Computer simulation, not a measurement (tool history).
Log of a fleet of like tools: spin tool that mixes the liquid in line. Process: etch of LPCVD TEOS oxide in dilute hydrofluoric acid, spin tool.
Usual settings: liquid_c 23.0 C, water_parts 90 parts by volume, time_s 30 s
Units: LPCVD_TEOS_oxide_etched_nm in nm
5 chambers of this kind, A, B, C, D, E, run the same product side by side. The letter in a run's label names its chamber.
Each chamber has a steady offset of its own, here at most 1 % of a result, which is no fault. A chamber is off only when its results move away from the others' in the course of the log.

| run | hour | liquid_c | water_parts | time_s | read-back film thickness of the LPCVD TEOS oxide reference wafer, read on the same gauge (nm) | LPCVD_TEOS_oxide_etched_nm |
|---|---|---|---|---|---|---|
| 1C | 13.8 | 23.0 | 90 | 30 | 109.96 | 10.2460 |
| 2B | 26.8 | 23.0 | 90 | 30 | 109.97 | 10.2630 |
| 3A | 33.4 | 23.0 | 90 | 30 | 110.00 | 10.1120 |
| 4E | 45.9 | 23.0 | 90 | 30 | 110.02 | 10.0320 |
| 5D | 59.2 | 23.0 | 90 | 30 | 110.01 | 10.2090 |
|  | 62.3 | chamber D: hydrofluoric acid flow meter replaced |
| 6B | 71.0 | 23.0 | 90 | 30 | 109.96 | 10.3350 |
| 7A | 84.8 | 23.0 | 90 | 30 | 109.98 | 10.0730 |
| 8D | 97.2 | 23.0 | 90 | 30 | 110.01 | 10.1390 |
| 9C | 110.5 | 23.0 | 90 | 30 | 109.99 | 10.1180 |
|  | 120.7 | chamber B: hydrofluoric acid flow meter replaced |
| 10E | 121.7 | 23.0 | 90 | 30 | 110.02 | 9.8979 |
| 11A | 129.0 | 23.0 | 90 | 30 | 109.97 | 10.0370 |
| 12D | 139.8 | 23.0 | 90 | 30 | 110.07 | 10.2880 |
|  | 142.8 | chamber A: thermometer replaced |
| 13E | 150.7 | 23.0 | 90 | 30 | 110.00 | 10.1910 |
| 14B | 160.9 | 23.0 | 90 | 30 | 110.02 | 10.1880 |
| 15C | 172.8 | 23.0 | 90 | 30 | 110.03 | 10.1670 |
| 16E | 185.0 | 23.0 | 90 | 30 | 109.99 | 10.0150 |
| 17A | 198.7 | 23.0 | 90 | 30 | 109.98 | 10.1600 |
| 18D | 209.9 | 23.0 | 90 | 30 | 109.99 | 10.1500 |
| 19B | 218.2 | 23.0 | 90 | 30 | 109.98 | 10.1490 |
| 20C | 228.9 | 23.0 | 90 | 30 | 109.98 | 9.9247 |
| 21E | 240.8 | 23.0 | 90 | 30 | 110.00 | 10.1840 |
| 22C | 248.2 | 23.0 | 90 | 30 | 109.99 | 10.0500 |
| 23D | 262.0 | 23.0 | 90 | 30 | 110.02 | 10.1110 |
| 24B | 274.4 | 18.5 | 90 | 20 | 109.95 | 5.6574 |
| 25A | 288.4 | 18.5 | 90 | 20 | 109.99 | 5.5666 |
| 26B | 297.0 | 18.5 | 90 | 20 | 110.04 | 5.5882 |
|  | 304.3 | chamber C: hydrofluoric acid flow meter replaced |
| 27C | 305.2 | 18.5 | 90 | 20 | 110.01 | 5.3228 |
| 28E | 314.1 | 18.5 | 90 | 20 | 109.99 | 5.5838 |
| 29A | 323.4 | 23.0 | 90 | 30 | 109.96 | 10.2210 |
| 30D | 332.4 | 23.0 | 90 | 30 | 109.99 | 10.2570 |
| 31E | 344.5 | 27.0 | 60 | 30 | 110.00 | 18.5140 |
| 32D | 354.6 | 27.0 | 60 | 30 | 110.02 | 18.7280 |
| 33C | 361.7 | 27.0 | 60 | 30 | 110.01 | 17.3870 |

All 5 chambers run these settings next. Forecast each chamber's results:
| 34A | 371.8 | 26.0 | 90 | 30 |  | ? |
| 34B | 371.8 | 26.0 | 90 | 30 |  | ? |
| 34C | 371.8 | 26.0 | 90 | 30 |  | ? |
| 34D | 371.8 | 26.0 | 90 | 30 |  | ? |
| 34E | 371.8 | 26.0 | 90 | 30 |  | ? |

| run | LPCVD_TEOS_oxide_etched_nm |
|---|---|
| 34A | 11.3290 |
| 34B | 11.4680 |
| 34C | 10.6130 |
| 34D | 11.4790 |
| 34E | 11.2310 |
